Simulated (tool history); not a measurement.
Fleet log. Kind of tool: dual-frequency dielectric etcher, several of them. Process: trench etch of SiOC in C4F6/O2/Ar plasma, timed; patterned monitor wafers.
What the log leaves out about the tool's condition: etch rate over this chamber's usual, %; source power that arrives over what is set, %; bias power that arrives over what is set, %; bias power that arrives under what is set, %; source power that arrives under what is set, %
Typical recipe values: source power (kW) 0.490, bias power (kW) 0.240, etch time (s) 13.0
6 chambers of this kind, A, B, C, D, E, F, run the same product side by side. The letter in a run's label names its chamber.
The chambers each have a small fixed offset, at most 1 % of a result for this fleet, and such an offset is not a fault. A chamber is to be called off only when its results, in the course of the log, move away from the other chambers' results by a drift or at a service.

run,hour,source power (kW),bias power (kW),etch time (s),hours since the last wet clean,hours since the last source power generator calibration,hours since the last bias power generator calibration,"read-back reference wafer on the same gauge, depth_nm",mean etch depth across the wafer (nm)
1D,7.6,0.490,0.240,13.0,376.7,1712.4,1469.2,31.301,31.957
2E,14.5,0.490,0.240,13.0,95.4,1900.5,3310.4,31.298,32.324
3A,20.3,0.490,0.240,13.0,350.2,1344.7,116.3,31.294,31.784
4C,30.0,0.490,0.240,13.0,331.4,1587.6,969.2,31.286,32.112
5B,35.2,0.490,0.240,13.0,264.1,3284.1,1431.9,31.298,31.860
6F,44.5,0.490,0.240,13.0,332.9,1829.4,2832.0,31.280,31.868
# hour 49.6: chamber D: wet clean of the chamber
7D,51.9,0.490,0.240,13.0,2.4,1756.7,1513.5,31.278,31.907
8A,56.7,0.490,0.240,13.0,386.6,1381.1,152.7,31.274,31.757
9B,61.8,0.490,0.240,13.0,290.7,3310.7,1458.5,31.267,31.895
# hour 65.7: chamber F: wet clean of the chamber
10E,66.9,0.490,0.240,13.0,147.8,1952.9,3362.8,31.278,32.281
11C,73.6,0.490,0.240,13.0,375.0,1631.2,1012.8,31.266,32.082
12F,82.0,0.490,0.240,13.0,16.4,1866.9,2869.5,31.267,31.920
13C,91.3,0.490,0.240,13.0,392.7,1648.9,1030.5,31.264,32.087
14E,99.6,0.490,0.240,13.0,180.5,1985.6,3395.5,31.263,32.229
15F,109.4,0.490,0.240,13.0,43.8,1894.3,2896.9,31.250,31.838
16A,119.6,0.490,0.240,13.0,449.5,1444.0,215.6,31.253,31.748
17D,127.2,0.490,0.240,13.0,77.7,1832.0,1588.8,31.252,31.864
18B,135.5,0.490,0.240,13.0,364.4,3384.4,1532.2,31.241,31.821
# hour 136.5: chamber A: wet clean of the chamber
19C,140.6,0.490,0.240,13.0,442.0,1698.2,1079.8,31.242,32.062
20E,147.7,0.490,0.240,13.0,228.6,2033.7,3443.6,31.243,32.270
21A,153.0,0.490,0.240,13.0,16.5,1477.4,249.0,31.237,31.688
22B,159.2,0.490,0.240,13.0,388.1,3408.1,1555.9,31.230,31.794
23F,164.8,0.490,0.240,13.0,99.2,1949.7,2952.3,31.226,31.849
# hour 167.9: chamber C: wet clean of the chamber
24D,171.0,0.490,0.195,13.0,121.5,1875.8,1632.6,31.228,29.718
25A,175.9,0.490,0.195,13.0,39.4,1500.3,271.9,31.229,29.591
26D,182.2,0.490,0.195,13.0,132.7,1887.0,1643.8,31.229,29.763
27C,192.3,0.490,0.195,13.0,24.4,1749.9,1131.5,31.222,29.907
28F,198.4,0.490,0.195,13.0,132.8,1983.3,2985.9,31.212,29.735
29E,207.2,0.490,0.195,13.0,288.1,2093.2,3503.1,31.210,30.239
30B,216.0,0.490,0.240,13.0,444.9,3464.9,1612.7,31.208,31.852
31F,225.4,0.490,0.240,13.0,159.8,2010.3,3012.9,31.205,31.755
32A,233.4,0.490,0.205,9.5,96.9,1557.8,329.4,31.195,21.987
33D,240.1,0.490,0.205,9.5,190.6,1944.9,1701.7,31.197,22.065
34E,246.0,0.490,0.205,9.5,326.9,2132.0,3541.9,31.197,22.412
35B,254.7,0.490,0.205,9.5,483.6,3503.6,1651.4,31.195,22.069
36C,261.5,0.490,0.205,9.5,93.6,1819.1,1200.7,31.194,22.130
37F,270.7,0.490,0.205,9.5,205.1,2055.6,3058.2,31.190,22.077
38C,276.5,0.490,0.240,13.0,108.6,1834.1,1215.7,31.187,32.038
39D,287.1,0.490,0.240,13.0,237.6,1991.9,1748.7,31.186,31.766
40A,292.5,0.490,0.240,13.0,156.0,1616.9,388.5,31.176,31.573
41E,302.2,0.490,0.240,13.0,383.1,2188.2,3598.1,31.172,32.262
42B,311.1,0.490,0.240,13.0,540.0,3560.0,1707.8,31.170,31.789
43A,319.0,0.490,0.240,13.0,182.5,1643.4,415.0,31.172,31.678
44C,324.7,0.490,0.240,13.0,156.8,1882.3,1263.9,31.163,31.935

For the next run the whole fleet of 6 chambers uses the same settings. Give each chamber's results:
45A,332.2,0.490,0.240,16.0,,,,,?
45B,332.2,0.490,0.240,16.0,,,,,?
45C,332.2,0.490,0.240,16.0,,,,,?
45D,332.2,0.490,0.240,16.0,,,,,?
45E,332.2,0.490,0.240,16.0,,,,,?
45F,332.2,0.490,0.240,16.0,,,,,?

run,mean etch depth across the wafer (nm)
45A,39.006
45B,39.162
45C,39.289
45D,39.135
45E,39.630
45F,39.168
